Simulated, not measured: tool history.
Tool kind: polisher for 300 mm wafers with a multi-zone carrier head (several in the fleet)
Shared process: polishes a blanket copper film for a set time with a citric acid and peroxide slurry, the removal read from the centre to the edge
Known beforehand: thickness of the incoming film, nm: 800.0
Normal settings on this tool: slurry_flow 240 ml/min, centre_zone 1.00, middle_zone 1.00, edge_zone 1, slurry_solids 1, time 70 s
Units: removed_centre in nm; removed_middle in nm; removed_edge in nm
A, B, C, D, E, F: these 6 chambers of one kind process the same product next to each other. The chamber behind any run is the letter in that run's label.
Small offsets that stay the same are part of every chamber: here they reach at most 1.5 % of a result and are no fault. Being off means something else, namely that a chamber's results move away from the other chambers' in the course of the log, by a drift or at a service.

run     day  slurry_flow  centre_zone  middle_zone  edge_zone  slurry_solids  time  removed_centre  removed_middle  removed_edge
 1D   0.367          240         1.00         1.00          1              1    70          119.92          124.31        123.53
      0.529  -- chamber E: worn pad replaced by a new one
 2A   0.696          240         1.00         1.00          1              1    70          122.47          120.70        123.74
      0.983  -- chamber F: worn pad replaced by a new one
 3B   1.050          240         1.00         1.00          1              1    70          118.90          121.27        124.73
      1.317  -- chamber A: centre zone pressure recalibrated
 4C   1.362          240         1.00         1.00          1              1    70          118.10          122.07        123.66
 5E   1.967          240         1.00         1.00          1              1    70          121.38          120.77        121.34
      2.050  -- chamber E: slurry nozzle cleaned
      2.112  -- chamber A: worn pad replaced by a new one
 6F   2.521          240         1.00         1.00          1              1    70          126.15          122.10        122.96
      2.954  -- chamber B: worn pad replaced by a new one
 7C   3.150          240         0.94         1.06          1              1    70          115.15          129.49        123.69
 8F   3.767          240         0.94         1.06          1              1    70          113.96          130.61        120.79
      3.871  -- chamber C: worn pad replaced by a new one
      3.921  -- chamber E: worn pad replaced by a new one
      4.075  -- chamber D: worn pad replaced by a new one
      4.075  -- chamber F: worn pad replaced by a new one
 9B   4.167          240         0.94         1.06          1              1    70          117.41          128.76        123.24
10D   4.733          240         0.94         1.06          1              1    70          117.05          129.90        124.09
11E   5.296          240         0.94         1.06          1              1    70          113.60          130.77        121.11
      5.829  -- chamber A: worn pad replaced by a new one
12A   5.900          240         0.94         1.06          1              1    70          114.25          126.82        123.02
13A   6.504          240         1.00         1.00          1              1    70          119.15          122.25        123.26
      6.625  -- chamber B: worn pad replaced by a new one
14F   6.812          240         1.00         1.00          1              1    70          120.19          123.74        121.23
      6.817  -- chamber E: centre zone pressure recalibrated
15B   7.138          240         1.00         1.00          1              1    70          123.09          125.36        121.52
      7.321  -- chamber E: worn pad replaced by a new one
      7.438  -- chamber E: edge zone pressure recalibrated
16D   7.454          240         1.00         1.00          1              1    70          124.10          122.65        123.77
      7.708  -- chamber F: worn pad replaced by a new one
      7.842  -- chamber F: slurry nozzle cleaned
17E   7.954          240         1.00         1.00          1              1    70          122.28          122.12        121.89
      8.033  -- chamber A: slurry nozzle cleaned
      8.217  -- chamber D: worn pad replaced by a new one
18C   8.525          240         1.00         1.00          1              1    70          121.64          123.91        124.42
      8.821  -- chamber C: worn pad replaced by a new one
19E   8.892          240         1.00         1.00          1              1    70          121.38          120.64        121.26
20D   9.462          240         1.00         1.00          1              1    70          121.65          123.37        122.92
21A   9.875          240         1.00         1.00          1              1    70          120.92          122.11        122.53
     10.000  -- chamber B: worn pad replaced by a new one
     10.108  -- chamber A: worn pad replaced by a new one
22C  10.258          240         1.00         1.00          1              1    70          120.96          122.58        123.72
23B  10.850          240         1.00         1.00          1              1    70          121.19          120.86        121.77
     10.946  -- chamber E: worn pad replaced by a new one
     11.271  -- chamber F: worn pad replaced by a new one
24F  11.375          240         1.00         1.00          1              1    70          120.80          121.86        121.78
25B  11.692          240         1.00         1.00          1              1    70          122.23          122.07        122.65
26E  11.996          240         1.00         1.00          1              1    70          120.72          120.97        119.59
     12.167  -- chamber D: edge zone pressure recalibrated
     12.429  -- chamber B: edge zone pressure recalibrated
27C  12.604          240         1.00         1.00          1              1    70          120.98          122.94        122.82
     12.888  -- chamber D: worn pad replaced by a new one
     12.917  -- chamber F: centre zone pressure recalibrated
28F  13.000          240         1.00         1.00          1              1    70          123.22          123.63        122.17
     13.075  -- chamber C: worn pad replaced by a new one
     13.121  -- chamber E: slurry nozzle cleaned
     13.212  -- chamber B: worn pad replaced by a new one
     13.458  -- chamber F: edge zone pressure recalibrated
29D  13.529          240         1.00         1.00          1              1    70          123.96          122.13        121.53
     13.875  -- chamber A: worn pad replaced by a new one
30A  14.054          240         1.00         1.00          1              1    70          123.98          120.68        120.80
     14.212  -- chamber C: slurry nozzle cleaned
31B  14.346          240         1.00         1.00          1              1    70          125.50          124.82        123.06
     14.554  -- chamber E: worn pad replaced by a new one
32F  14.662          240         1.00         1.00          1              1    70          120.23          124.34        120.01
33C  14.992          240         1.00         1.00          1              1    70          122.49          122.68        123.29
34E  15.575          240         1.00         1.00          1              1    70          124.69          122.12        122.62
35A  15.992          240         1.00         1.00          1              1    70          122.31          121.13        121.55
36D  16.471          240         1.00         1.00          1              1    70          122.60          123.24        123.95
37E  16.829          240         1.00         1.00          1              1    70          122.38          123.04        121.65

One chamber off, gauge drift, or nothing amiss beyond the chambers' own small offsets? If it is a chamber, which one, and what is the likeliest cause?

Nothing is wrong: each chamber keeps only its own small, steady offset and the gauge holds still.

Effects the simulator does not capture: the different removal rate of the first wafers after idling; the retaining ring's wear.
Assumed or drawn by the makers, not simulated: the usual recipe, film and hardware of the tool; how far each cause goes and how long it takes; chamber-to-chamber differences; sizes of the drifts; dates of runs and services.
